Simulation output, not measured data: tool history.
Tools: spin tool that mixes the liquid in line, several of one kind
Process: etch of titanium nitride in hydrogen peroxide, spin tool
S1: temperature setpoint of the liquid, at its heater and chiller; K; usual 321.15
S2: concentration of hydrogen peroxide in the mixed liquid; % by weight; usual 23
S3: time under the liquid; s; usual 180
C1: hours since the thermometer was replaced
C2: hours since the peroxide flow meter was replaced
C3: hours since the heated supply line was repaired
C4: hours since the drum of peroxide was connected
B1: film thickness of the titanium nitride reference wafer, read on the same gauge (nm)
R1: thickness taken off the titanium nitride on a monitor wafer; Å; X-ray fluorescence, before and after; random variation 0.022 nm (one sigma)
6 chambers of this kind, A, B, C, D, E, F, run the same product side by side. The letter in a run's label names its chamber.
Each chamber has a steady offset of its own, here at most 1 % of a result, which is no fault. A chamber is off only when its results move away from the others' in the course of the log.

run     day      S1  S2   S3      C1      C2      C3      C4      B1      R1
 1A   0.196  321.15  23  180  2015.8  2148.9    16.8     5.9     140  39.982
      0.425  -- chamber A: thermometer replaced
 2E     0.5  321.15  23  180     576   939.9  3063.4   141.4  139.99  39.633
      0.675  -- chamber C: new drum of peroxide connected
 3F   0.804  321.15  23  180  1097.9  1252.7   157.2   310.4  139.99  39.823
      0.908  -- chamber A: peroxide flow meter replaced
 4C   1.125  321.15  23  180   501.6     753  2230.6    10.9  139.97  40.057
 5B   1.438  321.15  23  180   101.4   407.1   659.9     966  139.99  39.933
 6D   1.754  321.15  23  180   256.6   153.9  1638.6   358.6  140.03  39.198
 7B   2.104  321.15  23  180   117.4   423.1   675.9     982  139.99  39.711
 8C   2.308  321.15  23  180     530   781.4    2259    39.3  139.96  39.622
 9E   2.483  321.15  23  180   623.6   987.5    3111     189  140.01  39.694
10A   2.667  321.15  23  180    53.9    42.2    76.1    65.2  140.01  40.322
11D   3.033  321.15  23  180   287.3   184.6  1669.3   389.3  139.94  39.695
12F   3.358  321.15  23  180  1159.2    1314   218.5   371.7     140  40.434
13C   3.517  324.65  23  180     559   810.4    2288    68.3  139.97  50.811
14A   3.746  324.65  23  180    79.8    68.1     102    91.1  140.01  51.751
15B   3.912  324.65  23  180   160.8   466.5   719.3  1025.4  139.96  50.977
16E   4.175  324.65  23  180   664.2  1028.1  3151.6   229.6  139.97  51.327
17F   4.471  324.65  23  180  1185.9  1340.7   245.2   398.4     140  51.296
18D   4.746  324.65  23  180   328.4   225.7  1710.4   430.4  140.03  50.793
19B   5.012  321.15  23   95   187.2   492.9   745.7  1051.8  140.02   21.23
20D   5.229  321.15  23   95     340   237.3    1722     442  139.98  20.915
21C   5.579  321.15  23   95   608.5   859.9  2337.5   117.8  139.98   20.53
22F   5.896  321.15  23   95  1220.1  1374.9   279.4   432.6  139.99  21.353
      5.904  -- chamber D: new drum of peroxide connected
23A   6.104  321.15  23   95   136.4   124.7   158.6   147.7  140.03  21.143
24E   6.417  321.15  23   95     718  1081.9  3205.4   283.4  139.97  21.023
      6.721  -- chamber F: peroxide flow meter replaced
25A   6.758  321.15  23  180   152.1   140.4   174.3   163.4  140.04  39.877
26B   7.067  321.15  23  180   236.5   542.2     795  1101.1  140.02  40.018
27E     7.3  321.15  23  180   739.2  1103.1  3226.6   304.6  140.02  39.998
28F   7.462  321.15  23  180  1257.7    17.9     317   470.2  140.01  40.255
29C   7.738  321.15  23  180   660.3   911.7  2389.3   169.6  140.03  38.252
30D   7.912  321.15  18  180   404.4   301.7  1786.4    48.3     140  37.784
      7.925  -- chamber F: new drum of peroxide connected
31A   8.188  321.15  18  180   186.4   174.7   208.6   197.7     140  37.939
32B   8.433  321.15  18  180   269.3     575   827.8  1133.9  139.99  37.691
33D    8.75  321.15  18  180   424.5   321.8  1806.5    68.4  140.04  37.362
34E   8.946  321.15  18  180   778.7  1142.6  3266.1   344.1  139.96  37.783
35C   9.296  321.15  18  180   697.7   949.1  2426.7     207  139.98   35.85
36F   9.471  321.15  23  180  1305.9    66.1   365.2    37.2  139.99  40.196
37D   9.712  321.15  23  180   447.6   344.9  1829.6    91.5     140  39.726
38C     9.9  321.15  23  180   712.2   963.6  2441.2   221.5  139.95  37.962
39B  10.071  321.15  23  180   308.6   614.3   867.1  1173.2     140  40.268
40A  10.279  321.15  23  180   236.6   224.9   258.8   247.9  140.03  40.203
41F  10.592  321.15  23  180  1332.8      93   392.1    64.1  139.98  40.496

What goes on in this fleet: one chamber off, a drifting gauge, or nothing beyond the chambers' own small offsets? Name the chamber and the cause, if any.

Chamber C drifts away from the others.
Cause: temperature lost on the way to the wafer (K) = 0.77.
The log may not tell that from: liquid colder than its thermometer reads (K).

Here are 4 candidates for chamber C's next run, each the usual settings with a change, their results left as question marks. Which one brings its results back in line with what the others give on the usual settings?
In line means no further than this from the other chambers' mean on the usual settings: R1 0.77 Å
42C-1  10.854  321.15  20.5  180                       ?
42C-2  10.854  321.15    23  170                       ?
42C-3  10.854  321.15    23  185                       ?
42C-4  10.854  321.65    23  185                       ?

The other chambers' mean on the usual settings: R1 39.956 Å
  run      R1
42C-1  36.741
42C-2  35.586
42C-3  38.726
42C-4  40.173
42C-4 brings the chamber back in line.

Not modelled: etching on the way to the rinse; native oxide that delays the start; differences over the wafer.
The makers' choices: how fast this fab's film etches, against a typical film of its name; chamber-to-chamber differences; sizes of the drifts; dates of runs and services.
